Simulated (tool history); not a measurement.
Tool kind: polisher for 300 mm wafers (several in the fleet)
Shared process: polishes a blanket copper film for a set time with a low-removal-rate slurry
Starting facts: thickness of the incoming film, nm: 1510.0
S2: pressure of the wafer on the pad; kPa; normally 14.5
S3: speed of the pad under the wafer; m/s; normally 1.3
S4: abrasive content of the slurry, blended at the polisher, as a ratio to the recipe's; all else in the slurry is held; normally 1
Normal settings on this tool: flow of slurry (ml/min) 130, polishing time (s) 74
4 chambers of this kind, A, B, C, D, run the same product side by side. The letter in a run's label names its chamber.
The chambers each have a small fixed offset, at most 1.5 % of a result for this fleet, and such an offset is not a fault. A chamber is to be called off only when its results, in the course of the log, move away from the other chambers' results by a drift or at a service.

{"hour": 2.2, "done": "chamber A: worn pad replaced by a new one"}
{"run": "1B", "hour": 10.9, "flow of slurry (ml/min)": 130, "S2": 14.5, "S3": 1.3, "S4": 1, "polishing time (s)": 74, "film removed (nm)": 172.96}
{"run": "2C", "hour": 17.1, "flow of slurry (ml/min)": 130, "S2": 14.5, "S3": 1.3, "S4": 1, "polishing time (s)": 74, "film removed (nm)": 177.72}
{"run": "3A", "hour": 26.8, "flow of slurry (ml/min)": 130, "S2": 14.5, "S3": 1.3, "S4": 1, "polishing time (s)": 74, "film removed (nm)": 178.81}
{"run": "4D", "hour": 36.1, "flow of slurry (ml/min)": 130, "S2": 14.5, "S3": 1.3, "S4": 1, "polishing time (s)": 74, "film removed (nm)": 175.96}
{"hour": 39.4, "done": "chamber B: worn pad replaced by a new one"}
{"run": "5D", "hour": 45.3, "flow of slurry (ml/min)": 130, "S2": 14.5, "S3": 1.3, "S4": 1, "polishing time (s)": 74, "film removed (nm)": 175.28}
{"run": "6A", "hour": 51.2, "flow of slurry (ml/min)": 130, "S2": 15.9, "S3": 1.3, "S4": 1, "polishing time (s)": 74, "film removed (nm)": 196.41}
{"hour": 53.5, "done": "chamber D: worn pad replaced by a new one"}
{"hour": 55.9, "done": "chamber C: worn pad replaced by a new one"}
{"run": "7C", "hour": 58.7, "flow of slurry (ml/min)": 130, "S2": 15.9, "S3": 1.3, "S4": 1, "polishing time (s)": 74, "film removed (nm)": 192.3}
{"hour": 58.8, "done": "chamber A: slurry blender recalibrated"}
{"run": "8B", "hour": 64.0, "flow of slurry (ml/min)": 130, "S2": 15.9, "S3": 1.3, "S4": 1, "polishing time (s)": 74, "film removed (nm)": 191}
{"hour": 64.4, "done": "chamber A: worn pad replaced by a new one"}
{"run": "9B", "hour": 69.4, "flow of slurry (ml/min)": 130, "S2": 15.9, "S3": 1.3, "S4": 1, "polishing time (s)": 74, "film removed (nm)": 192.27}
{"run": "10D", "hour": 75.3, "flow of slurry (ml/min)": 130, "S2": 14.5, "S3": 1.3, "S4": 1, "polishing time (s)": 74, "film removed (nm)": 175.26}
{"run": "11C", "hour": 83.1, "flow of slurry (ml/min)": 130, "S2": 14.5, "S3": 1.3, "S4": 1, "polishing time (s)": 74, "film removed (nm)": 178.4}
{"hour": 89.0, "done": "chamber B: worn pad replaced by a new one"}
{"run": "12A", "hour": 92.2, "flow of slurry (ml/min)": 130, "S2": 14.5, "S3": 1.3, "S4": 1, "polishing time (s)": 74, "film removed (nm)": 177.81}
{"run": "13D", "hour": 97.5, "flow of slurry (ml/min)": 130, "S2": 14.5, "S3": 1.3, "S4": 1, "polishing time (s)": 74, "film removed (nm)": 176.7}
{"hour": 101.0, "done": "chamber C: slurry blender recalibrated"}
{"run": "14B", "hour": 104.1, "flow of slurry (ml/min)": 130, "S2": 14.5, "S3": 1.3, "S4": 0.7, "polishing time (s)": 74, "film removed (nm)": 159.68}
{"hour": 104.7, "done": "chamber C: head pressure recalibrated"}
{"hour": 105.9, "done": "chamber D: slurry blender recalibrated"}
{"run": "15C", "hour": 110.9, "flow of slurry (ml/min)": 130, "S2": 14.5, "S3": 1.3, "S4": 0.7, "polishing time (s)": 74, "film removed (nm)": 163.64}
{"run": "16A", "hour": 118.0, "flow of slurry (ml/min)": 130, "S2": 14.5, "S3": 1.3, "S4": 0.7, "polishing time (s)": 74, "film removed (nm)": 163.88}
{"run": "17A", "hour": 127.9, "flow of slurry (ml/min)": 130, "S2": 14.5, "S3": 1.3, "S4": 0.7, "polishing time (s)": 74, "film removed (nm)": 166.36}
{"hour": 130.9, "done": "chamber B: worn pad replaced by a new one"}
{"hour": 133.4, "done": "chamber A: worn pad replaced by a new one"}
{"run": "18D", "hour": 134.4, "flow of slurry (ml/min)": 130, "S2": 14.5, "S3": 1.3, "S4": 1, "polishing time (s)": 74, "film removed (nm)": 174.21}
{"hour": 138.0, "done": "chamber D: worn pad replaced by a new one"}
{"hour": 139.9, "done": "chamber B: slurry blender recalibrated"}
{"hour": 144.8, "done": "chamber C: worn pad replaced by a new one"}
{"run": "19B", "hour": 145.4, "flow of slurry (ml/min)": 130, "S2": 14.5, "S3": 1.3, "S4": 1, "polishing time (s)": 74, "film removed (nm)": 167.51}
{"run": "20C", "hour": 150.4, "flow of slurry (ml/min)": 130, "S2": 14.5, "S3": 1.3, "S4": 1, "polishing time (s)": 74, "film removed (nm)": 177.08}
{"run": "21C", "hour": 157.2, "flow of slurry (ml/min)": 115, "S2": 14.5, "S3": 1.3, "S4": 1, "polishing time (s)": 65, "film removed (nm)": 153}
{"run": "22D", "hour": 166.6, "flow of slurry (ml/min)": 115, "S2": 14.5, "S3": 1.3, "S4": 1, "polishing time (s)": 65, "film removed (nm)": 150.52}
{"hour": 172.7, "done": "chamber D: slurry nozzle cleaned"}
{"run": "23A", "hour": 173.5, "flow of slurry (ml/min)": 115, "S2": 14.5, "S3": 1.3, "S4": 1, "polishing time (s)": 65, "film removed (nm)": 153.67}
{"hour": 176.4, "done": "chamber B: worn pad replaced by a new one"}
{"run": "24B", "hour": 178.6, "flow of slurry (ml/min)": 115, "S2": 14.5, "S3": 1.3, "S4": 1, "polishing time (s)": 65, "film removed (nm)": 139.77}
{"run": "25D", "hour": 188.7, "flow of slurry (ml/min)": 130, "S2": 14.5, "S3": 1.3, "S4": 1, "polishing time (s)": 74, "film removed (nm)": 175.39}
{"hour": 190.6, "done": "chamber A: worn pad replaced by a new one"}
{"hour": 195.4, "done": "chamber A: slurry blender recalibrated"}
{"run": "26A", "hour": 196.0, "flow of slurry (ml/min)": 130, "S2": 14.5, "S3": 1.3, "S4": 1, "polishing time (s)": 74, "film removed (nm)": 180.88}

Next, every chamber runs the same settings. What will each give?
{"run": "27A", "hour": 203.8, "flow of slurry (ml/min)": 130, "S2": 14.5, "S3": 1.3, "S4": 1, "polishing time (s)": 74, "film removed (nm)": "?"}
{"run": "27B", "hour": 203.8, "flow of slurry (ml/min)": 130, "S2": 14.5, "S3": 1.3, "S4": 1, "polishing time (s)": 74, "film removed (nm)": "?"}
{"run": "27C", "hour": 203.8, "flow of slurry (ml/min)": 130, "S2": 14.5, "S3": 1.3, "S4": 1, "polishing time (s)": 74, "film removed (nm)": "?"}
{"run": "27D", "hour": 203.8, "flow of slurry (ml/min)": 130, "S2": 14.5, "S3": 1.3, "S4": 1, "polishing time (s)": 74, "film removed (nm)": "?"}

run=27A film_removed_(nm)=175.64
run=27B film_removed_(nm)=163.59
run=27C film_removed_(nm)=178.46
run=27D film_removed_(nm)=175.9
